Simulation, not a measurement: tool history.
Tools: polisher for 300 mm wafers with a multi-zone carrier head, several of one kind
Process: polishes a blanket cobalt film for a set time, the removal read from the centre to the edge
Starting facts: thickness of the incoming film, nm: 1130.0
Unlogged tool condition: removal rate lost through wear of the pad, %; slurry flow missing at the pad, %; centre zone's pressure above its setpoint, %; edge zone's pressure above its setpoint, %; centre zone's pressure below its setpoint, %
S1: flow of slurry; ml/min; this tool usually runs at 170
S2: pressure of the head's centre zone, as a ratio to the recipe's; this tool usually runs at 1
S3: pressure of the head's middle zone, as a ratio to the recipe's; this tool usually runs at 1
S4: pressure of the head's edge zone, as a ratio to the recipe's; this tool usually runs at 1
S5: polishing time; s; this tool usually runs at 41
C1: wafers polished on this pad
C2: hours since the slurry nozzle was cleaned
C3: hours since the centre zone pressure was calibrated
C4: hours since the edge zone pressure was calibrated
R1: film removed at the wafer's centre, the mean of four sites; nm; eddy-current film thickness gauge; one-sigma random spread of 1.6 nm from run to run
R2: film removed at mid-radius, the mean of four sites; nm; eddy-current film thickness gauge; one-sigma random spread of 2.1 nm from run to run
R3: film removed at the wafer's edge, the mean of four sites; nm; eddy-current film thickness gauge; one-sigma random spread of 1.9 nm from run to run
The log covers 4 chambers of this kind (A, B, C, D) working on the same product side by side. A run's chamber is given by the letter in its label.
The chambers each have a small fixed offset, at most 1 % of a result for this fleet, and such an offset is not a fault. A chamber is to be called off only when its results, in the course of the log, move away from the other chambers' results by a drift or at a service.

Run 1B, hour 10.2: usual settings; C1 486; C2 241.4; C3 212.1; C4 564.2. Result: R1 203.38 nm, R2 198.09 nm, R3 202.05 nm.
Run 2D, hour 17: usual settings; C1 587; C2 25; C3 187.1; C4 790.3. Result: R1 204.65 nm, R2 200.73 nm, R3 201.34 nm.
Run 3C, hour 23.3: usual settings; C1 907; C2 491; C3 263.7; C4 432.9. Result: R1 204.35 nm, R2 205.67 nm, R3 201.79 nm.
Run 4A, hour 33.9: usual settings; C1 771; C2 228.9; C3 320.7; C4 628. Result: R1 202.19 nm, R2 201.93 nm, R3 196.36 nm.
At hour 38.4: chamber C: worn pad replaced by a new one.
Run 5C, hour 39.9: usual settings; C1 17; C2 507.6; C3 280.3; C4 449.5. Result: R1 200.33 nm, R2 202.71 nm, R3 203.98 nm.
At hour 41: chamber B: slurry nozzle cleaned.
Run 6B, hour 46.2: usual settings; C1 878; C2 5.3; C3 248.1; C4 600.2. Result: R1 201.48 nm, R2 196.54 nm, R3 202.25 nm.
At hour 53: chamber B: worn pad replaced by a new one.
Run 7A, hour 55.6: usual settings; C1 1007; C2 250.6; C3 342.4; C4 649.7. Result: R1 201.87 nm, R2 200.55 nm, R3 205.82 nm.
Run 8D, hour 61.3: usual settings; C1 1069; C2 69.3; C3 231.4; C4 834.6. Result: R1 203.45 nm, R2 201.62 nm, R3 200.17 nm.
Run 9A, hour 67.3: usual settings but S5 50 s; C1 1135; C2 262.3; C3 354.1; C4 661.4. Result: R1 246.66 nm, R2 243.17 nm, R3 240.95 nm.
At hour 68.6: chamber A: worn pad replaced by a new one.
Run 10B, hour 78.6: usual settings but S5 50 s; C1 279; C2 37.7; C3 280.5; C4 632.6. Result: R1 247.43 nm, R2 245.8 nm, R3 246.64 nm.
Run 11D, hour 89.6: usual settings but S5 50 s; C1 1377; C2 97.6; C3 259.7; C4 862.9. Result: R1 245.24 nm, R2 239.11 nm, R3 239.95 nm.
Run 12C, hour 101.1: usual settings but S5 50 s; C1 683; C2 568.8; C3 341.5; C4 510.7. Result: R1 243.77 nm, R2 242.98 nm, R3 245.32 nm.
Run 13C, hour 107.6: usual settings; C1 754; C2 575.3; C3 348; C4 517.2. Result: R1 202.72 nm, R2 199.25 nm, R3 199.02 nm.
Run 14D, hour 118.9: usual settings; C1 1697; C2 126.9; C3 289; C4 892.2. Result: R1 198.33 nm, R2 197.6 nm, R3 197.45 nm.
Run 15B, hour 129.7: usual settings; C1 836; C2 88.8; C3 331.6; C4 683.7. Result: R1 201.59 nm, R2 197.67 nm, R3 200.75 nm.
At hour 133.8: chamber C: worn pad replaced by a new one.
Run 16A, hour 135.2: usual settings; C1 726; C2 330.2; C3 422; C4 729.3. Result: R1 200.65 nm, R2 203.39 nm, R3 204.2 nm.
At hour 144.9: chamber B: worn pad replaced by a new one.
Run 17D, hour 145.3: usual settings; C1 1984; C2 153.3; C3 315.4; C4 918.6. Result: R1 197.83 nm, R2 196.65 nm, R3 193.87 nm.
Run 18A, hour 156.3: usual settings; C1 955; C2 351.3; C3 443.1; C4 750.4. Result: R1 205.63 nm, R2 196.85 nm, R3 201.09 nm.
Run 19B, hour 165: usual settings; C1 219; C2 124.1; C3 366.9; C4 719. Result: R1 201.85 nm, R2 197.76 nm, R3 201.07 nm.
At hour 171.2: chamber A: worn pad replaced by a new one.
Run 20C, hour 175.4: usual settings; C1 453; C2 643.1; C3 415.8; C4 585. Result: R1 200.23 nm, R2 200.93 nm, R3 201.78 nm.
Run 21C, hour 182: usual settings; C1 525; C2 649.7; C3 422.4; C4 591.6. Result: R1 199.76 nm, R2 198.32 nm, R3 200.54 nm.
At hour 186.7: chamber A: centre zone pressure recalibrated.
Run 22A, hour 189.7: usual settings; C1 202; C2 384.7; C3 3; C4 783.8. Result: R1 202.88 nm, R2 197.95 nm, R3 198.85 nm.
Run 23D, hour 201: usual settings but S2 0.92, S4 1.07; C1 2591; C2 209; C3 371.1; C4 974.3. Result: R1 175.99 nm, R2 194.22 nm, R3 197.06 nm.
Run 24B, hour 208.2: usual settings but S2 0.92, S4 1.07; C1 689; C2 167.3; C3 410.1; C4 762.2. Result: R1 187.47 nm, R2 198.26 nm, R3 208.95 nm.
At hour 218.4: chamber C: worn pad replaced by a new one.
At hour 218.8: chamber D: slurry nozzle cleaned.
Run 25B, hour 218.9: usual settings but S2 0.92, S4 1.07; C1 806; C2 178; C3 420.8; C4 772.9. Result: R1 183.2 nm, R2 197.81 nm, R3 209.08 nm.
Run 26C, hour 225.7: usual settings but S2 0.92, S4 1.07; C1 80; C2 693.4; C3 466.1; C4 635.3. Result: R1 182.85 nm, R2 202.84 nm, R3 209.55 nm.
At hour 228.8: chamber B: worn pad replaced by a new one.
Run 27D, hour 234.1: usual settings; C1 2951; C2 15.3; C3 404.2; C4 1007.4. Result: R1 191.59 nm, R2 189.67 nm, R3 187.81 nm.
At hour 234.2: chamber D: edge zone pressure recalibrated.
Run 28A, hour 240.4: usual settings; C1 754; C2 435.4; C3 53.7; C4 834.5. Result: R1 205.71 nm, R2 201.69 nm, R3 199.25 nm.
Run 29B, hour 248.6: usual settings; C1 216; C2 207.7; C3 450.5; C4 802.6. Result: R1 202.71 nm, R2 197.7 nm, R3 203.76 nm.
Run 30A, hour 255.8: usual settings; C1 922; C2 450.8; C3 69.1; C4 849.9. Result: R1 205.08 nm, R2 201.26 nm, R3 199.12 nm.
At hour 260: chamber A: worn pad replaced by a new one.
Run 31C, hour 265.1: usual settings; C1 509; C2 732.8; C3 505.5; C4 674.7. Result: R1 198.92 nm, R2 199.18 nm, R3 202.15 nm.
Run 32D, hour 276.6: usual settings; C1 3414; C2 57.8; C3 446.7; C4 42.5. Result: R1 188.97 nm, R2 188.07 nm, R3 184.12 nm.
Run 33D, hour 283.8: usual settings; C1 3493; C2 65; C3 453.9; C4 49.7. Result: R1 188.76 nm, R2 186.76 nm, R3 186.16 nm.
Run 34B, hour 294.5: usual settings; C1 716; C2 253.6; C3 496.4; C4 848.5. Result: R1 197.44 nm, R2 199.03 nm, R3 200.63 nm.
Run 35A, hour 301.2: usual settings; C1 449; C2 496.2; C3 114.5; C4 895.3. Result: R1 201.04 nm, R2 201.52 nm, R3 198.52 nm.
Run 36C, hour 307.2: usual settings; C1 967; C2 774.9; C3 547.6; C4 716.8. Result: R1 201.12 nm, R2 197.06 nm, R3 200.49 nm.
Run 37A, hour 318.5: usual settings; C1 638; C2 513.5; C3 131.8; C4 912.6. Result: R1 200.07 nm, R2 202.01 nm, R3 202.12 nm.

Which is it: a chamber that has drifted or been left off by a service, a gauge drift common to all chambers, or only each chamber's usual small offset? If a chamber is off, name it and its likeliest cause.

One chamber, D, drifts off from the rest bit by bit.
Most likely cause: removal rate lost through wear of the pad, % = 9.01.

Here are 4 candidates for chamber D's next run, each the usual settings with a change, their results left as question marks. Which one brings its results back in line with what the others give on the usual settings?
A result is in line if it is within this distance of the other chambers' mean on the usual settings: R1 5.6 nm; R2 7.3 nm; R3 6.7 nm
Run 38D-1, hour 326.8: usual settings but S2 0.99, S4 1.01, S5 45 s. Result: R1 ?, R2 ?, R3 ?.
Run 38D-2, hour 326.8: usual settings but S1 165 ml/min, S2 1.01, S4 0.98, S5 35 s. Result: R1 ?, R2 ?, R3 ?.
Run 38D-3, hour 326.8: usual settings but S2 1.01, S4 0.99, S5 37 s. Result: R1 ?, R2 ?, R3 ?.
Run 38D-4, hour 326.8: usual settings but S1 175 ml/min, S2 0.99, S4 1.01, S5 48 s. Result: R1 ?, R2 ?, R3 ?.

Mean of the other chambers on the usual settings: R1 201.57 nm; R2 200.44 nm; R3 201.38 nm
  run      R1      R2      R3
38D-1  200.59  199.92  201.37
38D-2   158.6  154.68  153.57
38D-3  168.63  164.36  163.83
38D-4  215.13  214.29  215.56
38D-1 brings the chamber back in line.
